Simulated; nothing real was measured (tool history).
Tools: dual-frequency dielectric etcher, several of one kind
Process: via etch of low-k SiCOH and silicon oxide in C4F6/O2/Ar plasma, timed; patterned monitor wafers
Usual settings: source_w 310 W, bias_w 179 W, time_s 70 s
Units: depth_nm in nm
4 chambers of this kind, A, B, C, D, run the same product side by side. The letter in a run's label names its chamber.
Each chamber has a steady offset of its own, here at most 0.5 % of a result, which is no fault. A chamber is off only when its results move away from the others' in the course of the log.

run	hour	source_w	bias_w	time_s	read-back reference wafer on the same gauge, depth_nm	depth_nm
1C	7.6	310	179	70	152.84	164.88
2B	19.1	310	179	70	153.02	165.44
3D	31.5	310	179	70	152.88	165.99
4A	43.6	310	179	70	153.03	165.05
5C	54.9	310	179	70	152.92	164.95
6A	62.3	310	179	70	153.06	164.88
7D	75.3	310	162	70	153.12	160.52
8B	87.7	310	162	70	152.96	160.12
9C	95.1	310	162	70	153.07	159.37
10A	104.7	310	162	70	153	159.49
11D	114.2	310	179	70	153.02	165.1
12B	122.7	310	179	70	153.06	165.68
13D	134.3	310	179	70	152.9	166.46
14C	143.8	310	179	70	153.08	166.23
15B	155.9	310	179	88	153.07	207.35
# hour 158: chamber D: wet clean of the chamber
16A	163.7	310	179	88	152.89	207.17
17B	177	310	179	88	152.87	209
18A	185.4	310	179	88	153.05	205.51
19D	197.3	310	179	70	152.89	162.01
# hour 205: chamber A: source power generator calibrated
20C	208.5	310	179	70	152.9	165.04
21A	216.9	310	179	70	153.01	164.82
22D	229.9	310	179	70	153.06	161.55
23C	241	310	179	70	153.17	165.18
24B	251	310	179	70	152.92	165.37
25B	257.5	310	179	70	153.03	166.08

Next, every chamber runs the same settings. What will each give?
26A	267.1	310	179	90.5		?
26B	267.1	310	179	90.5		?
26C	267.1	310	179	90.5		?
26D	267.1	310	179	90.5		?

run	depth_nm
26A	212.76
26B	212.95
26C	213.52
26D	208.51

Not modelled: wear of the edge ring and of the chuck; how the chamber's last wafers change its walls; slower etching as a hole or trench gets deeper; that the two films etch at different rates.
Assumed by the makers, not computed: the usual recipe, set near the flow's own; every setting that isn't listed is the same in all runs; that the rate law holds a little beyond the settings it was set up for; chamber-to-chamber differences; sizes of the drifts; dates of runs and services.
